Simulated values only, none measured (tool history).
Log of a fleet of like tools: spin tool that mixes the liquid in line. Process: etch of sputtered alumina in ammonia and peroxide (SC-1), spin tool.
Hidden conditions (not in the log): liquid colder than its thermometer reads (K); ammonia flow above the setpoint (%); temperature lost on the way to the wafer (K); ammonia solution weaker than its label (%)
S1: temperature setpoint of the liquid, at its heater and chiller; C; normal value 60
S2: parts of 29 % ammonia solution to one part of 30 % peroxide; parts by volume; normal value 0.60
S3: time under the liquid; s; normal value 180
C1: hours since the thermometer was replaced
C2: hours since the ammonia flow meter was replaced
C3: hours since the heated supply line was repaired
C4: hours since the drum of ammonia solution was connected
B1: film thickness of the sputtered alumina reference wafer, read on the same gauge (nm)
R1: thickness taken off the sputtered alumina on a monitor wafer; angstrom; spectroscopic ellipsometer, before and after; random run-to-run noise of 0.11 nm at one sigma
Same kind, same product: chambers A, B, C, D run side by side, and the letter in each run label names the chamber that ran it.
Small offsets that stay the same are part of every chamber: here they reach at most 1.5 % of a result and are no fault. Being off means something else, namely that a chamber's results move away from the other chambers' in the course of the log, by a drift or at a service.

run,hour,S1,S2,S3,C1,C2,C3,C4,B1,R1
1D,11.0,60,0.60,180,1853.5,1220.6,1222.1,246.8,80.028,121.880
2B,19.4,60,0.60,180,369.3,518.1,681.8,154.1,79.998,118.090
3C,30.1,60,0.60,180,291.5,123.2,1063.7,137.8,79.993,118.830
4A,45.3,60,0.60,180,183.1,761.8,3262.1,297.0,79.986,120.720
# hour 46.1: chamber D: heated supply line repaired
5C,59.7,60,0.60,180,321.1,152.8,1093.3,167.4,79.993,120.300
6D,72.6,60,0.60,180,1915.1,1282.2,26.5,308.4,80.042,116.960
7B,87.2,60,0.60,180,437.1,585.9,749.6,221.9,79.943,118.480
# hour 87.5: chamber A: heated supply line repaired
8A,98.5,60,0.60,180,236.3,815.0,11.1,350.2,80.004,119.760
9C,105.6,60,0.50,180,367.0,198.7,1139.2,213.3,80.001,116.370
# hour 107.8: chamber A: new drum of ammonia solution connected
10D,117.5,60,0.50,180,1960.0,1327.1,71.4,353.3,80.018,117.190
# hour 122.5: chamber C: new drum of ammonia solution connected
11A,125.1,60,0.50,180,262.9,841.6,37.7,17.3,80.039,117.950
# hour 131.4: chamber B: new drum of ammonia solution connected
12B,138.9,60,0.50,180,488.8,637.6,801.3,7.6,79.983,116.430
13B,154.0,60,0.60,180,503.9,652.7,816.4,22.7,80.001,120.380
14D,168.2,52,0.60,180,2010.7,1377.8,122.1,404.0,80.004,78.598
15C,177.9,52,0.60,180,439.3,271.0,1211.5,55.5,79.994,79.466
16A,187.2,52,0.60,180,325.0,903.7,99.8,79.4,79.992,79.146
17D,197.5,52,0.60,180,2040.0,1407.1,151.4,433.3,79.963,78.419
18C,206.0,60,0.60,180,467.4,299.1,1239.6,83.6,80.046,116.280
19A,214.6,60,0.60,180,352.4,931.1,127.2,106.8,80.013,118.720
20B,222.7,60,0.75,180,572.6,721.4,885.1,91.4,80.015,121.000
21A,237.0,60,0.75,180,374.8,953.5,149.6,129.2,80.004,120.050
22B,252.0,60,0.75,180,601.9,750.7,914.4,120.7,79.980,123.130
23C,258.8,60,0.75,180,520.2,351.9,1292.4,136.4,79.970,122.780
24D,266.7,60,0.60,180,2109.2,1476.3,220.6,502.5,80.013,119.460
25C,277.0,60,0.60,180,538.4,370.1,1310.6,154.6,79.976,118.410
26D,286.3,60,0.60,180,2128.8,1495.9,240.2,522.1,80.007,118.640
27B,300.3,60,0.60,180,650.2,799.0,962.7,169.0,80.013,119.860
28A,313.6,60,0.60,180,451.4,1030.1,226.2,205.8,80.025,115.540
29B,327.9,60,0.60,180,677.8,826.6,990.3,196.6,80.005,119.910
30D,340.8,60,0.60,180,2183.3,1550.4,294.7,576.6,79.963,118.480
31A,350.5,60,0.60,180,488.3,1067.0,263.1,242.7,79.991,113.440
# hour 353.5: chamber D: ammonia flow meter replaced
32C,363.0,60,0.60,180,624.4,456.1,1396.6,240.6,80.031,119.600
# hour 370.6: chamber C: ammonia flow meter replaced
33A,375.1,60,0.60,180,512.9,1091.6,287.7,267.3,79.979,111.780
34D,389.2,60,0.60,75,2231.7,35.8,343.1,625.0,79.990,50.014
35B,398.7,60,0.60,75,748.6,897.4,1061.1,267.4,80.008,49.633
36C,407.4,60,0.60,75,668.8,36.9,1441.0,285.0,80.034,49.806
37A,419.7,60,0.60,75,557.5,1136.2,332.3,311.9,80.018,45.849
# hour 424.1: chamber B: new drum of ammonia solution connected
# hour 425.2: chamber C: new drum of ammonia solution connected
38B,430.6,60,0.60,180,780.5,929.3,1093.0,6.6,80.001,119.060
39C,444.9,60,0.60,180,706.3,74.4,1478.5,19.8,79.983,120.480
# hour 448.8: chamber D: thermometer replaced
40D,453.1,60,0.60,180,4.3,99.7,407.0,688.9,80.036,121.000
41C,464.4,69,0.60,180,725.8,93.9,1498.0,39.3,80.052,186.370
42A,478.4,69,0.60,180,616.2,1194.9,391.0,370.6,80.008,170.820
43B,487.2,69,0.60,180,837.1,985.9,1149.6,63.2,79.958,185.410
44D,501.5,69,0.60,180,52.7,148.1,455.4,737.3,80.040,188.630

All 4 chambers run these settings next. Forecast each chamber's results:
45A,512.6,60,0.60,285,,,,,,?
45B,512.6,60,0.60,285,,,,,,?
45C,512.6,60,0.60,285,,,,,,?
45D,512.6,60,0.60,285,,,,,,?

run,R1
45A,171.550
45B,190.770
45C,187.460
45D,189.210
